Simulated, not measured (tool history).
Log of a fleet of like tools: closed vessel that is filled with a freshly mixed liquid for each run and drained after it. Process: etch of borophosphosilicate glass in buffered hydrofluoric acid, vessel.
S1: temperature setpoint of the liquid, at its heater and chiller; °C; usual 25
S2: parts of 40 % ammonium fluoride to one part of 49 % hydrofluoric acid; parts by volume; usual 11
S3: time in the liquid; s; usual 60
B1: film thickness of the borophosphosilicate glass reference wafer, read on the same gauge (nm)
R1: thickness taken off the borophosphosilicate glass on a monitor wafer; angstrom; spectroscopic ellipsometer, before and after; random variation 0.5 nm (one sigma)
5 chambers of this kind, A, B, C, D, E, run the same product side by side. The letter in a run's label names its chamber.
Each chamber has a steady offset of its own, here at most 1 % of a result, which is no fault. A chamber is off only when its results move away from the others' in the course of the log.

run	day	S1	S2	S3	B1	R1
1C	0.483	25	11	60	149.97	1201.8
2D	0.879	25	11	60	150	1206.3
3A	1.108	25	11	60	150.01	1203.2
4B	1.425	25	11	60	150	1219.7
5E	1.725	22	11	45	150	772.06
6C	2	22	11	45	150	772.02
7A	2.412	22	11	45	150	768.9
8B	2.783	22	11	45	150	773.94
9E	3.083	22	11	45	150.02	773.29
10D	3.329	25	11	60	150.01	1206.9
# day 3.721: chamber B: hydrofluoric acid flow meter replaced
11B	3.75	25	11	60	150	1221.2
12C	4.071	25	11	60	149.99	1200.1
13A	4.429	21	11	30	149.98	485.93
14D	4.829	21	11	30	150.01	487.11
15E	5.204	21	11	30	150.01	487.85
16C	5.467	21	11	30	150.02	485.25
17A	5.867	21	11	30	149.99	482.92
18E	6.329	25	11	60	150	1200.6
# day 6.788: chamber D: hydrofluoric acid flow meter replaced
19D	6.788	25	11	60	150	1202.6
20B	7.183	25	14.5	75	150.01	1163.9
21C	7.55	25	14.5	75	150	1139.7
22D	7.9	25	14.5	75	150.01	1151.5
23B	8.196	25	14.5	75	150.01	1153.8
24E	8.646	25	14.5	75	150.01	1156.5
25A	8.912	25	11	60	150	1205.7
26E	9.246	25	11	60	150	1207.8
27D	9.483	25	11	60	150	1194.5
28A	9.846	25	11	60	150	1206.1
29C	10.204	25	11	60	149.99	1204.8
30B	10.575	25	11	60	150	1212.9

Next, every chamber runs the same settings. What will each give?
31A	10.921	25	11	60		?
31B	10.921	25	11	60		?
31C	10.921	25	11	60		?
31D	10.921	25	11	60		?
31E	10.921	25	11	60		?

run	R1
31A	1202.1
31B	1216.5
31C	1201.3
31D	1213.2
31E	1213.6
